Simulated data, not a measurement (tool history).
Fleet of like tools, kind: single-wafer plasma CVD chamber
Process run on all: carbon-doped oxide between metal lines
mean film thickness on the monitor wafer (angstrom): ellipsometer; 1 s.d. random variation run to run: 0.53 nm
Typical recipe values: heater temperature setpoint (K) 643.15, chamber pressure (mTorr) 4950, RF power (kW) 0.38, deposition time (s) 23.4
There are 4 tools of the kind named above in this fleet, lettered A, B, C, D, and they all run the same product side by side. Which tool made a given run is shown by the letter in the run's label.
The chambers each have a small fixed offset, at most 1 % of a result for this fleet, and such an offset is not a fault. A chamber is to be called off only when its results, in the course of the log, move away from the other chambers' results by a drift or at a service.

| run | hour | heater temperature setpoint (K) | chamber pressure (mTorr) | RF power (kW) | deposition time (s) | hours since the last thermocouple change | hours since the last RF generator calibration | hours since the last manometer calibration | read-back reference wafer on the same gauge, thickness_nm | mean film thickness on the monitor wafer (angstrom) |
|---|---|---|---|---|---|---|---|---|---|---|
| 1A | 5.2 | 643.15 | 4950 | 0.38 | 23.4 | 1988.1 | 679.2 | 488.6 | 99.474 | 937.37 |
|  | 5.8 | chamber C: capacitance manometer re-zeroed and calibrated |
| 2D | 10.5 | 643.15 | 4950 | 0.38 | 23.4 | 1248.1 | 545.5 | 761.2 | 99.271 | 932.03 |
| 3C | 16.2 | 643.15 | 4950 | 0.38 | 23.4 | 452.9 | 526.6 | 10.5 | 99.383 | 942.22 |
| 4B | 24.2 | 643.15 | 4950 | 0.38 | 23.4 | 384.3 | 743.4 | 1171.5 | 99.46 | 933.8 |
| 5A | 31.8 | 643.15 | 4950 | 0.38 | 23.4 | 2014.7 | 705.8 | 515.2 | 99.469 | 935.85 |
| 6D | 39.8 | 643.15 | 6150 | 0.455 | 23.4 | 1277.4 | 574.8 | 790.5 | 99.317 | 1090.7 |
| 7B | 46 | 643.15 | 6150 | 0.455 | 23.4 | 406.1 | 765.2 | 1193.3 | 99.35 | 1093.7 |
| 8C | 50.6 | 643.15 | 6150 | 0.455 | 23.4 | 487.3 | 561 | 44.9 | 99.451 | 1099.5 |
| 9D | 56.5 | 643.15 | 6150 | 0.455 | 23.4 | 1294.1 | 591.5 | 807.2 | 99.302 | 1095 |
| 10C | 64.7 | 643.15 | 4950 | 0.38 | 23.4 | 501.4 | 575.1 | 59 | 99.369 | 933.78 |
| 11B | 71 | 643.15 | 4950 | 0.38 | 23.4 | 431.1 | 790.2 | 1218.3 | 99.374 | 921.06 |
| 12A | 75.5 | 643.15 | 4950 | 0.38 | 23.4 | 2058.4 | 749.5 | 558.9 | 99.46 | 947.36 |
| 13B | 81.9 | 643.15 | 4950 | 0.38 | 23.4 | 442 | 801.1 | 1229.2 | 99.357 | 933.9 |
| 14A | 91.3 | 643.15 | 4950 | 0.38 | 23.4 | 2074.2 | 765.3 | 574.7 | 99.367 | 948.78 |
|  | 91.4 | chamber B: capacitance manometer re-zeroed and calibrated |
| 15D | 99.3 | 648.15 | 4950 | 0.38 | 21.2 | 1336.9 | 634.3 | 850 | 99.356 | 829.76 |
| 16C | 107.9 | 648.15 | 4950 | 0.38 | 21.2 | 544.6 | 618.3 | 102.2 | 99.446 | 844.68 |
| 17C | 112.8 | 648.15 | 4950 | 0.38 | 21.2 | 549.5 | 623.2 | 107.1 | 99.325 | 848.72 |
| 18B | 121.6 | 648.15 | 4950 | 0.38 | 21.2 | 481.7 | 840.8 | 30.2 | 99.408 | 840.15 |
| 19A | 127.3 | 643.15 | 4950 | 0.38 | 23.4 | 2110.2 | 801.3 | 610.7 | 99.44 | 929.26 |
| 20D | 135.6 | 643.15 | 4950 | 0.38 | 23.4 | 1373.2 | 670.6 | 886.3 | 99.464 | 939.57 |
|  | 142 | chamber A: thermocouple changed; heater temperature recalibrated |
| 21C | 142.1 | 643.15 | 4950 | 0.38 | 23.4 | 578.8 | 652.5 | 136.4 | 99.261 | 943.7 |
| 22B | 147.3 | 643.15 | 4950 | 0.38 | 23.4 | 507.4 | 866.5 | 55.9 | 99.529 | 934.72 |
| 23A | 154.3 | 643.15 | 4950 | 0.38 | 23.4 | 12.3 | 828.3 | 637.7 | 99.36 | 944.41 |
| 24D | 158.9 | 643.15 | 4950 | 0.38 | 23.4 | 1396.5 | 693.9 | 909.6 | 99.441 | 931.66 |
| 25C | 163.4 | 643.15 | 4950 | 0.38 | 23.4 | 600.1 | 673.8 | 157.7 | 99.484 | 934.21 |
| 26A | 172.4 | 643.15 | 4950 | 0.38 | 23.4 | 30.4 | 846.4 | 655.8 | 99.458 | 934.43 |
| 27B | 178.9 | 643.15 | 4950 | 0.38 | 23.4 | 539 | 898.1 | 87.5 | 99.404 | 923.91 |
| 28D | 183.9 | 643.15 | 4950 | 0.38 | 23.4 | 1421.5 | 718.9 | 934.6 | 99.473 | 936.75 |
| 29B | 189.5 | 643.15 | 4950 | 0.38 | 23.4 | 549.6 | 908.7 | 98.1 | 99.37 | 938.56 |
| 30C | 197.2 | 643.15 | 4950 | 0.38 | 23.4 | 633.9 | 707.6 | 191.5 | 99.325 | 939.71 |
| 31D | 205.5 | 643.15 | 4950 | 0.38 | 23.4 | 1443.1 | 740.5 | 956.2 | 99.362 | 928.44 |
| 32A | 210.6 | 643.15 | 4950 | 0.38 | 23.4 | 68.6 | 884.6 | 694 | 99.308 | 941.56 |
| 33D | 216 | 643.15 | 4950 | 0.38 | 23.4 | 1453.6 | 751 | 966.7 | 99.363 | 931.16 |
| 34B | 222.6 | 643.15 | 4950 | 0.38 | 23.4 | 582.7 | 941.8 | 131.2 | 99.472 | 937.63 |
| 35A | 231.8 | 643.15 | 4950 | 0.38 | 23.4 | 89.8 | 905.8 | 715.2 | 99.452 | 944.69 |
| 36C | 241 | 643.15 | 4950 | 0.38 | 23.4 | 677.7 | 751.4 | 235.3 | 99.313 | 949.89 |
| 37D | 247.1 | 643.15 | 4950 | 0.38 | 23.4 | 1484.7 | 782.1 | 997.8 | 99.481 | 927.4 |
| 38A | 255.9 | 643.15 | 4950 | 0.38 | 23.4 | 113.9 | 929.9 | 739.3 | 99.281 | 941.84 |
| 39B | 264.5 | 643.15 | 4950 | 0.38 | 23.4 | 624.6 | 983.7 | 173.1 | 99.366 | 937.59 |
| 40C | 269.3 | 643.15 | 4950 | 0.38 | 23.4 | 706 | 779.7 | 263.6 | 99.488 | 952.45 |
| 41C | 277.5 | 650.15 | 4440 | 0.38 | 23.4 | 714.2 | 787.9 | 271.8 | 99.406 | 913.01 |

All chambers now run identical settings, listed one chamber a line with results as question marks. What results will each chamber show?
| 42A | 284.3 | 643.15 | 4950 | 0.38 | 23.4 |  |  |  |  | ? |
| 42B | 284.3 | 643.15 | 4950 | 0.38 | 23.4 |  |  |  |  | ? |
| 42C | 284.3 | 643.15 | 4950 | 0.38 | 23.4 |  |  |  |  | ? |
| 42D | 284.3 | 643.15 | 4950 | 0.38 | 23.4 |  |  |  |  | ? |

| run | mean film thickness on the monitor wafer (angstrom) |
|---|---|
| 42A | 941.79 |
| 42B | 936.64 |
| 42C | 949.26 |
| 42D | 926.36 |
